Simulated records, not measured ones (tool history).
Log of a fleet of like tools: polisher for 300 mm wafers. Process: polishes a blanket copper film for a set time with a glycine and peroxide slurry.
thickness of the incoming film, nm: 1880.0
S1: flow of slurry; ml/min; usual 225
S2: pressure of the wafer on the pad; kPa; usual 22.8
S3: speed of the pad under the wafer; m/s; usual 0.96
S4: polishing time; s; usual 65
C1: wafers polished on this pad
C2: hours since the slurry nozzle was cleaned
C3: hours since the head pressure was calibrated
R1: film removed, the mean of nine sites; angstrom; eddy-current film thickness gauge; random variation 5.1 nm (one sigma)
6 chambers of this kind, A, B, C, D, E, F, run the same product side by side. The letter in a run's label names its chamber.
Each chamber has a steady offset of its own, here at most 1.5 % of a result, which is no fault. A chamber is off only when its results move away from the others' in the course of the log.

run	hour	S1	S2	S3	S4	C1	C2	C3	R1
1A	8.3	225	22.8	0.96	65	434	163.6	217.8	3810.8
# hour 18.2: chamber B: slurry nozzle cleaned
2C	19.6	225	22.8	0.96	65	847	431.5	202.9	3856.4
# hour 22.4: chamber E: slurry nozzle cleaned
3F	30.6	225	22.8	0.96	65	425	196.3	626.5	3753.2
# hour 32.1: chamber C: slurry nozzle cleaned
4B	41.5	225	22.8	0.96	65	597	23.4	728.2	3784.2
5D	47.1	225	22.8	0.96	65	638	163.3	850.7	3750.6
6E	56	225	22.8	0.96	65	641	33.7	227.2	3848.9
# hour 63.9: chamber C: worn pad replaced by a new one
7B	66.7	225	22.8	0.82	65	785	48.6	753.4	3354.2
8C	77.7	225	22.8	0.82	65	103	45.6	261	3287.2
9D	83.2	225	22.8	0.82	65	907	199.4	886.8	3350.2
10A	88.5	225	22.8	0.82	65	1031	243.8	298	3286.3
# hour 92.4: chamber F: worn pad replaced by a new one
# hour 93.3: chamber E: worn pad replaced by a new one
11F	95.7	225	22.8	0.82	65	25	261.4	691.6	3246.6
# hour 97.9: chamber B: worn pad replaced by a new one
# hour 101.4: chamber D: worn pad replaced by a new one
12E	104.2	225	22.8	0.82	65	81	81.9	275.4	3335.9
13F	111.9	200	22.8	0.96	65	145	277.6	707.8	3740.2
14C	119.7	200	22.8	0.96	65	415	87.6	303	3861
# hour 122.2: chamber F: head pressure recalibrated
15A	126.6	200	22.8	0.96	65	1314	281.9	336.1	3789.1
16E	132.4	200	22.8	0.96	65	291	110.1	303.6	3670.1
# hour 136: chamber A: worn pad replaced by a new one
17B	137.3	200	22.8	0.96	65	293	119.2	824	3668.6
18D	144.7	200	22.8	0.96	65	322	260.9	948.3	3740.1
19B	154.7	225	22.8	0.96	65	423	136.6	841.4	3701.6
20A	159.8	225	22.8	0.96	65	177	315.1	369.3	3771.9
21E	167.4	225	22.8	0.96	65	551	145.1	338.6	3761.1
22F	173.8	225	22.8	0.96	65	606	339.5	51.6	3834.1
23C	184.9	225	22.8	0.96	65	901	152.8	368.2	3824
24D	192.6	225	22.8	0.96	65	679	308.8	996.2	3786
25D	197.7	225	22.8	1.12	65	716	313.9	1001.3	4375
26C	207.2	225	22.8	1.12	65	1067	175.1	390.5	4356.6
# hour 213.3: chamber C: worn pad replaced by a new one
27B	215.6	225	22.8	1.12	65	876	197.5	902.3	4344
# hour 215.7: chamber D: worn pad replaced by a new one
# hour 216.6: chamber E: worn pad replaced by a new one
# hour 221.9: chamber B: worn pad replaced by a new one
28E	225.3	225	22.8	1.12	65	65	203	396.5	4225.1
29A	234.5	225	22.8	1.12	65	733	389.8	444	4370.7
30F	239.6	225	22.8	1.12	65	1096	405.3	117.4	4156
# hour 242.2: chamber F: worn pad replaced by a new one
31F	246.7	225	22.8	0.96	65	33	412.4	124.5	3700.3
32B	253	270	26.9	0.96	65	231	234.9	939.7	4393.1
# hour 260.4: chamber D: slurry nozzle cleaned
33C	262	270	26.9	0.96	65	362	229.9	445.3	4516.4
34A	270.1	270	26.9	0.96	65	998	425.4	479.6	4424.3
# hour 270.5: chamber E: slurry nozzle cleaned
35E	277.3	270	26.9	0.96	65	452	6.8	448.5	4365.1
36D	288.2	270	26.9	0.96	65	540	27.8	1091.8	4506
37E	293.5	270	26.9	0.96	65	572	23	464.7	4507.9
38B	304.3	225	22.8	0.96	65	613	286.2	991	3749.9
39A	315.2	225	22.8	0.96	65	1333	470.5	524.7	3853
40C	326.3	225	22.8	0.96	65	841	294.2	509.6	3723.4
41F	331.4	225	22.8	0.96	65	664	497.1	209.2	3823.2
# hour 333.9: chamber D: head pressure recalibrated
42D	342.7	225	22.8	0.96	65	945	82.3	8.9	3888.4

Next, every chamber runs the same settings. What will each give?
43A	350.8	225	22.8	0.78	65				?
43B	350.8	225	22.8	0.78	65				?
43C	350.8	225	22.8	0.78	65				?
43D	350.8	225	22.8	0.78	65				?
43E	350.8	225	22.8	0.78	65				?
43F	350.8	225	22.8	0.78	65				?

run	R1
43A	3193.8
43B	3145.3
43C	3165.1
43D	3143.4
43E	3134.3
43F	3201
